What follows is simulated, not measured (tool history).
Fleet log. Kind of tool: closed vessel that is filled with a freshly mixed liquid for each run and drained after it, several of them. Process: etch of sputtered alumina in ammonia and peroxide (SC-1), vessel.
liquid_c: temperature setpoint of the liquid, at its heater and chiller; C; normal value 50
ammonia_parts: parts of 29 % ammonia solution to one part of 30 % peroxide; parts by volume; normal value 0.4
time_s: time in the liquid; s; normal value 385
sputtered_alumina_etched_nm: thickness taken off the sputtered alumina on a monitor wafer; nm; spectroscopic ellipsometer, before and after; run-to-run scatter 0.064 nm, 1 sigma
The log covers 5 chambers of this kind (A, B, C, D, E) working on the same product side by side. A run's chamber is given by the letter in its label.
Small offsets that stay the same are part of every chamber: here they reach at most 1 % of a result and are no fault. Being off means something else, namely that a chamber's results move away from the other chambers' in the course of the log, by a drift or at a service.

run	day	liquid_c	ammonia_parts	time_s	hours since the thermometer was replaced	hours since the ammonia flow meter was replaced	hours since the drum of ammonia solution was connected	read-back film thickness of the sputtered alumina reference wafer, read on the same gauge (nm)	sputtered_alumina_etched_nm
1A	0.200	50	0.4	385	232.0	2074.3	394.7	149.99	19.990
2B	0.388	50	0.4	385	1424.1	1141.1	34.0	150.01	19.981
3D	0.521	50	0.4	385	1413.2	25.5	112.2	150.01	19.708
4E	0.754	50	0.4	385	121.9	1660.9	423.1	150.00	20.062
5C	1.021	50	0.4	385	728.6	74.5	141.7	150.00	19.933
6C	1.242	50	0.4	385	733.9	79.8	147.0	150.00	19.973
7A	1.404	50	0.4	385	260.9	2103.2	423.6	150.02	20.105
# day 1.517: chamber A: new drum of ammonia solution connected
8B	1.538	50	0.4	385	1451.7	1168.7	61.6	150.03	19.988
9D	1.821	50	0.4	385	1444.4	56.7	143.4	150.01	19.910
10E	2.062	50	0.4	385	153.3	1692.3	454.5	149.97	20.055
11C	2.267	50	0.4	385	758.5	104.4	171.6	149.99	19.976
12B	2.521	50	0.4	385	1475.3	1192.3	85.2	150.01	20.018
13E	2.746	50	0.4	385	169.7	1708.7	470.9	150.00	20.125
14D	2.996	43	0.4	510	1472.6	84.9	171.6	150.01	17.585
15A	3.254	43	0.4	510	305.3	2147.6	41.8	150.01	17.957
16C	3.408	43	0.4	510	785.9	131.8	199.0	150.03	17.753
17E	3.683	43	0.4	510	192.2	1731.2	493.4	149.98	18.084
18A	3.829	43	0.4	510	319.1	2161.4	55.6	149.99	17.855
19B	3.979	50	0.4	385	1510.3	1227.3	120.2	149.99	19.934
20D	4.171	50	0.4	385	1500.8	113.1	199.8	150.02	19.908
# day 4.208: chamber A: ammonia flow meter replaced
21D	4.371	53	0.4	520	1505.6	117.9	204.6	149.98	31.627
22B	4.508	53	0.4	520	1523.0	1240.0	132.9	149.99	31.706
23A	4.758	53	0.4	520	341.4	13.3	77.9	150.00	31.777
24E	4.908	53	0.4	520	221.6	1760.6	522.8	150.02	32.001
25C	5.108	53	0.4	520	826.7	172.6	239.8	150.00	31.896
26E	5.283	50	0.4	385	230.6	1769.6	531.8	150.00	20.161
27A	5.458	50	0.4	385	358.2	30.1	94.7	149.99	20.133
28D	5.612	50	0.4	385	1535.4	147.7	234.4	149.98	19.775
# day 5.779: chamber E: new drum of ammonia solution connected
29C	5.846	50	0.4	385	844.4	190.3	257.5	150.00	20.059
30B	6.108	50	0.4	385	1561.4	1278.4	171.3	150.03	19.789
31C	6.312	50	0.4	385	855.6	201.5	268.7	149.97	20.031
32E	6.479	50	0.4	385	259.3	1798.3	16.8	150.00	19.981
33A	6.704	50	0.4	385	388.1	60.0	124.6	149.98	20.055

All chambers now run identical settings, listed one chamber a line with results as question marks. What results will each chamber show?
34A	6.908	50	0.4	385					?
34B	6.908	50	0.4	385					?
34C	6.908	50	0.4	385					?
34D	6.908	50	0.4	385					?
34E	6.908	50	0.4	385					?

run	sputtered_alumina_etched_nm
34A	20.025
34B	19.954
34C	20.047
34D	19.846
34E	19.994

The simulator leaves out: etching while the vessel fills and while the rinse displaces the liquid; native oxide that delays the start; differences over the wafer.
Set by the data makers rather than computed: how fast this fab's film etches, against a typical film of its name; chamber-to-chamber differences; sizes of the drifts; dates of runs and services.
